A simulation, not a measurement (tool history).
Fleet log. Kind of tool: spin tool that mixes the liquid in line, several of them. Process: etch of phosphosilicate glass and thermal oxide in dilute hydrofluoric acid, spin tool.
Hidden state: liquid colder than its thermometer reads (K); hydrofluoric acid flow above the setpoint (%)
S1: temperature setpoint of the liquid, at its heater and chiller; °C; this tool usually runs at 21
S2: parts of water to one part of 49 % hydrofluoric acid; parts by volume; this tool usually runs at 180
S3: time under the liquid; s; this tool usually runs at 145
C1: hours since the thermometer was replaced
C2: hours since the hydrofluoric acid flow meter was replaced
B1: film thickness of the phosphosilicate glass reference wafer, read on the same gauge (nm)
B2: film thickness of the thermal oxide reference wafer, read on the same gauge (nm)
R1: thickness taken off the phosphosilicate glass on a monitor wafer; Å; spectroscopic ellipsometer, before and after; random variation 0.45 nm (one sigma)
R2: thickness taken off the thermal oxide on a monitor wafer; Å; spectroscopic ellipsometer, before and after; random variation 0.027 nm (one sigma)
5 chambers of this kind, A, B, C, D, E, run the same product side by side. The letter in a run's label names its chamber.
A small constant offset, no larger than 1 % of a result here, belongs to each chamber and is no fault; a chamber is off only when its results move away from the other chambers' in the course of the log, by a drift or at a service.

{"run": "1C", "hour": 4.7, "S1": 21, "S2": 180, "S3": 145, "C1": 1029.8, "C2": 16.7, "B1": 109.98, "B2": 89.968, "R1": 581.43, "R2": 31.093}
{"run": "2A", "hour": 10.5, "S1": 21, "S2": 180, "S3": 145, "C1": 36, "C2": 477, "B1": 110.01, "B2": 90.007, "R1": 580.46, "R2": 30.98}
{"run": "3D", "hour": 17.9, "S1": 21, "S2": 180, "S3": 145, "C1": 869.1, "C2": 592.9, "B1": 109.99, "B2": 89.999, "R1": 581.38, "R2": 31.44}
{"run": "4B", "hour": 24.2, "S1": 21, "S2": 180, "S3": 145, "C1": 581.2, "C2": 694.4, "B1": 110, "B2": 89.998, "R1": 581.45, "R2": 31.48}
{"hour": 29.8, "done": "chamber B: hydrofluoric acid flow meter replaced"}
{"run": "5E", "hour": 32.5, "S1": 22.5, "S2": 180, "S3": 90, "C1": 1966, "C2": 1548.5, "B1": 109.98, "B2": 90.011, "R1": 384.78, "R2": 20.608}
{"run": "6E", "hour": 40.1, "S1": 22.5, "S2": 180, "S3": 90, "C1": 1973.6, "C2": 1556.1, "B1": 109.98, "B2": 89.985, "R1": 383.82, "R2": 20.561}
{"run": "7C", "hour": 48.5, "S1": 22.5, "S2": 180, "S3": 90, "C1": 1073.6, "C2": 60.5, "B1": 110, "B2": 90.012, "R1": 381.86, "R2": 20.342}
{"run": "8B", "hour": 54.6, "S1": 22.5, "S2": 180, "S3": 90, "C1": 611.6, "C2": 24.8, "B1": 110.01, "B2": 90, "R1": 383.84, "R2": 20.707}
{"run": "9A", "hour": 59.4, "S1": 22.5, "S2": 180, "S3": 90, "C1": 84.9, "C2": 525.9, "B1": 109.96, "B2": 89.983, "R1": 380.44, "R2": 20.235}
{"run": "10D", "hour": 67.1, "S1": 21, "S2": 180, "S3": 145, "C1": 918.3, "C2": 642.1, "B1": 109.98, "B2": 90.023, "R1": 580.41, "R2": 31.367}
{"hour": 67.7, "done": "chamber D: hydrofluoric acid flow meter replaced"}
{"run": "11B", "hour": 72.1, "S1": 21, "S2": 180, "S3": 145, "C1": 629.1, "C2": 42.3, "B1": 110, "B2": 89.991, "R1": 576.98, "R2": 31.422}
{"run": "12D", "hour": 78.8, "S1": 21, "S2": 180, "S3": 145, "C1": 930, "C2": 11.1, "B1": 110.01, "B2": 90.041, "R1": 583.95, "R2": 31.802}
{"run": "13C", "hour": 84.9, "S1": 21, "S2": 180, "S3": 145, "C1": 1110, "C2": 96.9, "B1": 110.03, "B2": 90, "R1": 578.25, "R2": 31.06}
{"run": "14E", "hour": 89.8, "S1": 21, "S2": 180, "S3": 145, "C1": 2023.3, "C2": 1605.8, "B1": 110, "B2": 90.008, "R1": 587.62, "R2": 31.082}
{"run": "15A", "hour": 96.8, "S1": 21, "S2": 180, "S3": 145, "C1": 122.3, "C2": 563.3, "B1": 110.02, "B2": 90.018, "R1": 583.31, "R2": 31.308}
{"run": "16D", "hour": 104.1, "S1": 21, "S2": 180, "S3": 145, "C1": 955.3, "C2": 36.4, "B1": 110.03, "B2": 89.995, "R1": 589.55, "R2": 31.441}
{"run": "17A", "hour": 113.3, "S1": 21, "S2": 180, "S3": 145, "C1": 138.8, "C2": 579.8, "B1": 109.98, "B2": 89.992, "R1": 575.69, "R2": 31.392}
{"run": "18B", "hour": 119.8, "S1": 21, "S2": 180, "S3": 145, "C1": 676.8, "C2": 90, "B1": 110, "B2": 90.007, "R1": 577.48, "R2": 31.39}
{"run": "19E", "hour": 129.0, "S1": 21, "S2": 180, "S3": 145, "C1": 2062.5, "C2": 1645, "B1": 109.99, "B2": 89.995, "R1": 591.88, "R2": 30.991}
{"run": "20C", "hour": 137.6, "S1": 21, "S2": 180, "S3": 145, "C1": 1162.7, "C2": 149.6, "B1": 109.99, "B2": 89.997, "R1": 583.17, "R2": 31.311}
{"run": "21B", "hour": 144.4, "S1": 21, "S2": 180, "S3": 145, "C1": 701.4, "C2": 114.6, "B1": 109.99, "B2": 89.985, "R1": 584.59, "R2": 31.66}
{"run": "22D", "hour": 150.3, "S1": 21, "S2": 180, "S3": 145, "C1": 1001.5, "C2": 82.6, "B1": 110.03, "B2": 89.97, "R1": 577.97, "R2": 31.952}
{"run": "23E", "hour": 156.9, "S1": 21, "S2": 180, "S3": 145, "C1": 2090.4, "C2": 1672.9, "B1": 110, "B2": 90, "R1": 591.44, "R2": 31.3}
{"run": "24A", "hour": 166.4, "S1": 21, "S2": 180, "S3": 145, "C1": 191.9, "C2": 632.9, "B1": 109.98, "B2": 90.012, "R1": 588.46, "R2": 30.824}
{"run": "25C", "hour": 171.7, "S1": 21, "S2": 180, "S3": 145, "C1": 1196.8, "C2": 183.7, "B1": 109.99, "B2": 90.014, "R1": 583.22, "R2": 31.585}
{"run": "26D", "hour": 177.8, "S1": 21, "S2": 180, "S3": 85, "C1": 1029, "C2": 110.1, "B1": 110, "B2": 90.021, "R1": 343.56, "R2": 18.281}
{"run": "27B", "hour": 182.8, "S1": 21, "S2": 180, "S3": 85, "C1": 739.8, "C2": 153, "B1": 110.01, "B2": 89.985, "R1": 345.31, "R2": 18.486}
{"run": "28E", "hour": 188.0, "S1": 21, "S2": 180, "S3": 85, "C1": 2121.5, "C2": 1704, "B1": 110.03, "B2": 90.009, "R1": 344, "R2": 18.318}
{"run": "29A", "hour": 196.5, "S1": 21, "S2": 180, "S3": 85, "C1": 222, "C2": 663, "B1": 109.99, "B2": 89.979, "R1": 340.93, "R2": 18.248}
{"run": "30C", "hour": 202.2, "S1": 21, "S2": 180, "S3": 85, "C1": 1227.3, "C2": 214.2, "B1": 109.98, "B2": 89.991, "R1": 342.35, "R2": 18.218}
{"run": "31D", "hour": 207.8, "S1": 21, "S2": 180, "S3": 145, "C1": 1059, "C2": 140.1, "B1": 110.02, "B2": 90.016, "R1": 575.48, "R2": 31.955}
{"run": "32E", "hour": 216.4, "S1": 21, "S2": 180, "S3": 145, "C1": 2149.9, "C2": 1732.4, "B1": 109.99, "B2": 90.009, "R1": 584.9, "R2": 31.169}
{"run": "33B", "hour": 224.8, "S1": 21, "S2": 180, "S3": 145, "C1": 781.8, "C2": 195, "B1": 110.03, "B2": 90.005, "R1": 588.64, "R2": 31.72}
{"run": "34A", "hour": 235.1, "S1": 21, "S2": 180, "S3": 145, "C1": 260.6, "C2": 701.6, "B1": 109.98, "B2": 89.998, "R1": 574.82, "R2": 31.167}
{"run": "35C", "hour": 240.5, "S1": 17, "S2": 180, "S3": 145, "C1": 1265.6, "C2": 252.5, "B1": 109.99, "B2": 90.019, "R1": 493.38, "R2": 26.296}
{"run": "36B", "hour": 246.0, "S1": 17, "S2": 180, "S3": 145, "C1": 803, "C2": 216.2, "B1": 109.99, "B2": 90.045, "R1": 501.37, "R2": 26.88}
{"run": "37D", "hour": 251.1, "S1": 17, "S2": 180, "S3": 145, "C1": 1102.3, "C2": 183.4, "B1": 109.97, "B2": 90.01, "R1": 495.34, "R2": 26.863}

Next, all 5 chambers run the settings below, one line each with question marks for the results. What does each chamber give?
{"run": "38A", "hour": 258.5, "S1": 21, "S2": 180, "S3": 205, "R1": "?", "R2": "?"}
{"run": "38B", "hour": 258.5, "S1": 21, "S2": 180, "S3": 205, "R1": "?", "R2": "?"}
{"run": "38C", "hour": 258.5, "S1": 21, "S2": 180, "S3": 205, "R1": "?", "R2": "?"}
{"run": "38D", "hour": 258.5, "S1": 21, "S2": 180, "S3": 205, "R1": "?", "R2": "?"}
{"run": "38E", "hour": 258.5, "S1": 21, "S2": 180, "S3": 205, "R1": "?", "R2": "?"}

run=38A R1=821.12 R2=44.47
run=38B R1=828.75 R2=44.767
run=38C R1=822.78 R2=43.689
run=38D R1=822.24 R2=43.78
run=38E R1=841.48 R2=43.901
